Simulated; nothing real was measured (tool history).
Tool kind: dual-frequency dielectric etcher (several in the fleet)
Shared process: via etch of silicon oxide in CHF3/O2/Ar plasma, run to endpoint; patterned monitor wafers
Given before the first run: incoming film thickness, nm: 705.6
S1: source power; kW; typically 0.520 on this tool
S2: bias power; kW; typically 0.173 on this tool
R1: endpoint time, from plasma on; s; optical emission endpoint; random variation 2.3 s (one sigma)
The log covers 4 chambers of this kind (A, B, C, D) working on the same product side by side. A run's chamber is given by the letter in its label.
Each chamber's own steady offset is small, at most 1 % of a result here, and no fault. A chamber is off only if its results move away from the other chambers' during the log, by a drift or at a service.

run,day,S1,S2,R1
1A,0.283,0.520,0.173,380.55
2D,0.642,0.520,0.173,381.22
3B,1.042,0.520,0.173,383.43
4C,1.383,0.520,0.173,378.89
# day 1.617: chamber A: wet clean of the chamber
5B,1.658,0.520,0.173,380.69
6C,2.004,0.520,0.134,411.99
7A,2.454,0.520,0.134,410.99
8D,2.725,0.520,0.134,415.68
9B,3.158,0.520,0.134,414.25
10C,3.492,0.520,0.173,381.45
11D,3.800,0.520,0.173,381.80
12A,4.175,0.520,0.173,380.82
13A,4.450,0.520,0.173,377.68
14B,4.808,0.520,0.173,383.76
15D,5.279,0.520,0.173,381.46
16C,5.583,0.520,0.173,378.70
17A,5.917,0.520,0.173,376.30
18B,6.229,0.520,0.173,380.71
19C,6.679,0.520,0.173,379.32
20D,7.000,0.520,0.173,379.66
21C,7.429,0.520,0.173,380.62
22D,7.758,0.520,0.173,381.29
# day 7.888: chamber B: wet clean of the chamber
23A,7.975,0.520,0.173,378.51
24B,8.296,0.520,0.173,383.98
25B,8.525,0.520,0.173,382.49
26D,8.825,0.460,0.139,433.32
# day 9.100: chamber C: bias power generator calibrated
27A,9.188,0.460,0.139,426.22
28C,9.554,0.460,0.139,423.75
29B,10.008,0.460,0.139,432.23
# day 10.204: chamber B: bias power generator calibrated
30A,10.233,0.520,0.173,382.28
31C,10.554,0.520,0.173,383.89
32D,11.008,0.520,0.173,379.90
33D,11.392,0.520,0.173,382.08
34A,11.775,0.520,0.173,377.01
# day 12.012: chamber D: bias power generator calibrated
35C,12.242,0.520,0.173,380.93
# day 12.338: chamber C: wet clean of the chamber
36B,12.575,0.520,0.173,382.61
37C,13.046,0.520,0.173,377.54
38D,13.467,0.520,0.173,376.98
39A,13.717,0.520,0.194,363.60
40B,14.146,0.520,0.194,367.50
41B,14.512,0.520,0.194,368.55
42D,14.729,0.520,0.194,361.57

Has any chamber moved away from the others, gradually or after a service, or does the common gauge drift, or do the chambers differ only by their own small steady offsets? State the chamber and the most likely cause if one applies.

Beyond each chamber's small constant offset nothing stands out, and the gauge stays steady.
